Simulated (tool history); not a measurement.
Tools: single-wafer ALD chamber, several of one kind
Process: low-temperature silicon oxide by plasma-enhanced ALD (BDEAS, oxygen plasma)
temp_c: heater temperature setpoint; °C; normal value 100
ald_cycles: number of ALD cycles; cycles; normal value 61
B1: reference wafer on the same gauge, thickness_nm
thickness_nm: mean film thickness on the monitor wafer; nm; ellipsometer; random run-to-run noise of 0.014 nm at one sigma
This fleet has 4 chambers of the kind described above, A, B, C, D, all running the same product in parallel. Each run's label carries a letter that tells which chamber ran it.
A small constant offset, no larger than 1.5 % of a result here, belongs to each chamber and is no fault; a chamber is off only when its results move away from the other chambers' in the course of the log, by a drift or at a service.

{"run": "1D", "hour": 5.7, "temp_c": 100, "ald_cycles": 61, "B1": 7.2732, "thickness_nm": 8.6691}
{"run": "2B", "hour": 12.8, "temp_c": 100, "ald_cycles": 61, "B1": 7.2702, "thickness_nm": 8.658}
{"run": "3C", "hour": 19.9, "temp_c": 100, "ald_cycles": 61, "B1": 7.2741, "thickness_nm": 8.787}
{"run": "4A", "hour": 24.8, "temp_c": 100, "ald_cycles": 61, "B1": 7.2756, "thickness_nm": 8.8392}
{"run": "5B", "hour": 31.0, "temp_c": 100, "ald_cycles": 61, "B1": 7.2808, "thickness_nm": 8.6765}
{"run": "6C", "hour": 36.1, "temp_c": 100, "ald_cycles": 65, "B1": 7.2821, "thickness_nm": 9.3621}
{"run": "7A", "hour": 40.6, "temp_c": 100, "ald_cycles": 65, "B1": 7.2801, "thickness_nm": 9.4099}
{"run": "8D", "hour": 47.7, "temp_c": 100, "ald_cycles": 65, "B1": 7.278, "thickness_nm": 9.2401}
{"run": "9C", "hour": 52.3, "temp_c": 100, "ald_cycles": 65, "B1": 7.2845, "thickness_nm": 9.3929}
{"run": "10B", "hour": 57.0, "temp_c": 100, "ald_cycles": 70, "B1": 7.2843, "thickness_nm": 9.9725}
{"run": "11D", "hour": 64.7, "temp_c": 100, "ald_cycles": 70, "B1": 7.288, "thickness_nm": 9.9563}
{"run": "12A", "hour": 71.6, "temp_c": 100, "ald_cycles": 70, "B1": 7.2864, "thickness_nm": 10.126}
{"run": "13C", "hour": 79.2, "temp_c": 100, "ald_cycles": 70, "B1": 7.2912, "thickness_nm": 10.063}
{"run": "14D", "hour": 83.0, "temp_c": 100, "ald_cycles": 53, "B1": 7.2904, "thickness_nm": 7.544}
{"run": "15B", "hour": 87.0, "temp_c": 100, "ald_cycles": 53, "B1": 7.2928, "thickness_nm": 7.5859}
{"run": "16A", "hour": 92.0, "temp_c": 100, "ald_cycles": 53, "B1": 7.2921, "thickness_nm": 7.6882}
{"run": "17D", "hour": 99.8, "temp_c": 100, "ald_cycles": 53, "B1": 7.2933, "thickness_nm": 7.5523}
{"run": "18C", "hour": 106.0, "temp_c": 100, "ald_cycles": 61, "B1": 7.2946, "thickness_nm": 8.8094}
{"run": "19A", "hour": 111.4, "temp_c": 100, "ald_cycles": 61, "B1": 7.2969, "thickness_nm": 8.8475}
{"run": "20B", "hour": 118.4, "temp_c": 100, "ald_cycles": 61, "B1": 7.3009, "thickness_nm": 8.7244}
{"run": "21D", "hour": 122.2, "temp_c": 109, "ald_cycles": 67, "B1": 7.3008, "thickness_nm": 9.4097}
{"run": "22B", "hour": 126.3, "temp_c": 109, "ald_cycles": 67, "B1": 7.3026, "thickness_nm": 9.4149}
{"run": "23A", "hour": 131.2, "temp_c": 109, "ald_cycles": 67, "B1": 7.3032, "thickness_nm": 9.5723}
{"run": "24C", "hour": 135.9, "temp_c": 109, "ald_cycles": 67, "B1": 7.304, "thickness_nm": 9.5222}
{"run": "25A", "hour": 140.9, "temp_c": 100, "ald_cycles": 61, "B1": 7.3036, "thickness_nm": 8.8813}
{"run": "26D", "hour": 147.5, "temp_c": 100, "ald_cycles": 61, "B1": 7.306, "thickness_nm": 8.6979}
{"run": "27B", "hour": 152.5, "temp_c": 100, "ald_cycles": 61, "B1": 7.309, "thickness_nm": 8.6965}
{"run": "28C", "hour": 160.8, "temp_c": 100, "ald_cycles": 61, "B1": 7.3116, "thickness_nm": 8.7978}
{"run": "29A", "hour": 165.6, "temp_c": 100, "ald_cycles": 61, "B1": 7.3141, "thickness_nm": 8.8393}
{"run": "30D", "hour": 171.3, "temp_c": 100, "ald_cycles": 61, "B1": 7.3191, "thickness_nm": 8.7013}
{"run": "31B", "hour": 178.9, "temp_c": 100, "ald_cycles": 61, "B1": 7.3143, "thickness_nm": 8.7375}
{"run": "32C", "hour": 183.0, "temp_c": 100, "ald_cycles": 61, "B1": 7.3186, "thickness_nm": 8.8225}
{"run": "33A", "hour": 187.2, "temp_c": 100, "ald_cycles": 61, "B1": 7.3192, "thickness_nm": 8.8816}

The same settings go to every chamber for the next run, one line per chamber below. Forecast the results for each:
{"run": "34A", "hour": 193.2, "temp_c": 100, "ald_cycles": 54, "thickness_nm": "?"}
{"run": "34B", "hour": 193.2, "temp_c": 100, "ald_cycles": 54, "thickness_nm": "?"}
{"run": "34C", "hour": 193.2, "temp_c": 100, "ald_cycles": 54, "thickness_nm": "?"}
{"run": "34D", "hour": 193.2, "temp_c": 100, "ald_cycles": 54, "thickness_nm": "?"}

run=34A thickness_nm=7.8652
run=34B thickness_nm=7.7265
run=34C thickness_nm=7.8265
run=34D thickness_nm=7.7317
